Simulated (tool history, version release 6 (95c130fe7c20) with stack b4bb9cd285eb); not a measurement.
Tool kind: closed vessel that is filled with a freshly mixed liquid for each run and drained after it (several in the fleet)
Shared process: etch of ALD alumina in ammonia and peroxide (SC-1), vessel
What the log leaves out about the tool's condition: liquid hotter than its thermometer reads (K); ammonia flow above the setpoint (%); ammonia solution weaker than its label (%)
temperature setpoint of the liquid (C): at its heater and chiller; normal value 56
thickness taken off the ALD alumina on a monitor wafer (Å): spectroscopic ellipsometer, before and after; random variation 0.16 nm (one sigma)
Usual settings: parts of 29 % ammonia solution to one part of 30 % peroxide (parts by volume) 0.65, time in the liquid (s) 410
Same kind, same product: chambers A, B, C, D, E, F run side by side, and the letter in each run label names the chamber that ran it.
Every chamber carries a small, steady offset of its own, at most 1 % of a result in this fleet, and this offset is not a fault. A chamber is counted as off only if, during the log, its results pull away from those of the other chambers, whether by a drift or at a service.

| run | hour | temperature setpoint of the liquid (C) | parts of 29 % ammonia solution to one part of 30 % peroxide (parts by volume) | time in the liquid (s) | hours since the thermometer was replaced | hours since the ammonia flow meter was replaced | hours since the drum of ammonia solution was connected | read-back film thickness of the ALD alumina reference wafer, read on the same gauge (nm) | thickness taken off the ALD alumina on a monitor wafer (Å) |
|---|---|---|---|---|---|---|---|---|---|
| 1B | 6.0 | 56 | 0.65 | 410 | 229.7 | 381.2 | 843.1 | 40.002 | 167.36 |
| 2C | 10.2 | 56 | 0.65 | 410 | 1834.2 | 736.6 | 255.1 | 40.020 | 166.69 |
| 3A | 18.9 | 56 | 0.65 | 410 | 1503.0 | 1236.4 | 204.4 | 40.003 | 169.60 |
| 4F | 23.1 | 56 | 0.65 | 410 | 1131.1 | 1035.2 | 640.6 | 39.998 | 164.63 |
| 5E | 27.9 | 56 | 0.65 | 410 | 843.0 | 843.0 | 792.3 | 39.997 | 168.66 |
|  | 33.1 | chamber D: new drum of ammonia solution connected |
| 6D | 33.2 | 56 | 0.65 | 410 | 997.7 | 449.6 | 0.2 | 40.008 | 168.62 |
| 7B | 41.7 | 56 | 0.65 | 410 | 265.4 | 416.9 | 878.8 | 39.983 | 171.20 |
| 8E | 48.7 | 56 | 0.80 | 335 | 863.8 | 863.8 | 813.1 | 40.039 | 138.29 |
| 9D | 53.6 | 56 | 0.80 | 335 | 1018.1 | 470.0 | 20.6 | 39.999 | 140.88 |
| 10F | 58.1 | 56 | 0.80 | 335 | 1166.1 | 1070.2 | 675.6 | 40.039 | 138.88 |
| 11A | 62.6 | 56 | 0.80 | 335 | 1546.7 | 1280.1 | 248.1 | 39.979 | 142.83 |
| 12C | 68.1 | 56 | 0.80 | 335 | 1892.1 | 794.5 | 313.0 | 40.018 | 137.64 |
| 13E | 75.5 | 56 | 0.80 | 335 | 890.6 | 890.6 | 839.9 | 39.991 | 139.11 |
| 14D | 82.7 | 56 | 0.65 | 410 | 1047.2 | 499.1 | 49.7 | 40.029 | 168.45 |
| 15A | 88.7 | 56 | 0.65 | 410 | 1572.8 | 1306.2 | 274.2 | 39.980 | 167.92 |
| 16B | 93.9 | 56 | 0.65 | 410 | 317.6 | 469.1 | 931.0 | 40.011 | 174.84 |
| 17F | 99.7 | 56 | 0.65 | 410 | 1207.7 | 1111.8 | 717.2 | 40.021 | 165.70 |
| 18C | 104.3 | 56 | 0.65 | 410 | 1928.3 | 830.7 | 349.2 | 39.995 | 168.45 |
| 19B | 109.4 | 56 | 0.65 | 410 | 333.1 | 484.6 | 946.5 | 40.028 | 176.93 |
| 20E | 115.1 | 51 | 0.65 | 585 | 930.2 | 930.2 | 879.5 | 40.034 | 180.89 |
| 21A | 123.3 | 51 | 0.65 | 585 | 1607.4 | 1340.8 | 308.8 | 39.999 | 182.79 |
| 22F | 128.0 | 51 | 0.65 | 585 | 1236.0 | 1140.1 | 745.5 | 40.007 | 181.22 |
| 23D | 135.7 | 51 | 0.65 | 585 | 1100.2 | 552.1 | 102.7 | 40.010 | 180.76 |
| 24C | 140.9 | 51 | 0.65 | 585 | 1964.9 | 867.3 | 385.8 | 40.000 | 180.82 |
|  | 145.2 | chamber E: new drum of ammonia solution connected |
| 25E | 145.6 | 51 | 0.65 | 585 | 960.7 | 960.7 | 0.4 | 39.966 | 181.62 |
| 26C | 153.6 | 56 | 0.65 | 410 | 1977.6 | 880.0 | 398.5 | 39.976 | 166.16 |
| 27B | 161.8 | 56 | 0.65 | 325 | 385.5 | 537.0 | 998.9 | 40.026 | 143.95 |
| 28A | 168.4 | 56 | 0.65 | 325 | 1652.5 | 1385.9 | 353.9 | 40.027 | 135.24 |
| 29F | 173.9 | 56 | 0.65 | 325 | 1281.9 | 1186.0 | 791.4 | 40.035 | 131.56 |
| 30D | 178.0 | 56 | 0.65 | 325 | 1142.5 | 594.4 | 145.0 | 39.990 | 130.48 |
| 31D | 183.5 | 56 | 0.65 | 325 | 1148.0 | 599.9 | 150.5 | 39.990 | 133.16 |
| 32C | 188.4 | 56 | 0.65 | 325 | 2012.4 | 914.8 | 433.3 | 40.050 | 130.44 |
| 33F | 193.9 | 56 | 0.65 | 410 | 1301.9 | 1206.0 | 811.4 | 40.014 | 168.71 |
|  | 198.6 | chamber A: thermometer replaced |
| 34A | 202.2 | 56 | 0.65 | 410 | 3.7 | 1419.7 | 387.7 | 40.003 | 165.51 |
| 35E | 209.6 | 60 | 0.65 | 535 | 1024.7 | 1024.7 | 64.4 | 40.018 | 273.59 |
| 36B | 215.8 | 60 | 0.65 | 535 | 439.5 | 591.0 | 1052.9 | 39.996 | 302.64 |

All 6 chambers run these settings next. Forecast each chamber's results:
| 37A | 222.1 | 56 | 0.65 | 410 |  |  |  |  | ? |
| 37B | 222.1 | 56 | 0.65 | 410 |  |  |  |  | ? |
| 37C | 222.1 | 56 | 0.65 | 410 |  |  |  |  | ? |
| 37D | 222.1 | 56 | 0.65 | 410 |  |  |  |  | ? |
| 37E | 222.1 | 56 | 0.65 | 410 |  |  |  |  | ? |
| 37F | 222.1 | 56 | 0.65 | 410 |  |  |  |  | ? |

| run | thickness taken off the ALD alumina on a monitor wafer (Å) |
|---|---|
| 37A | 168.76 |
| 37B | 192.25 |
| 37C | 164.92 |
| 37D | 167.76 |
| 37E | 167.44 |
| 37F | 166.73 |
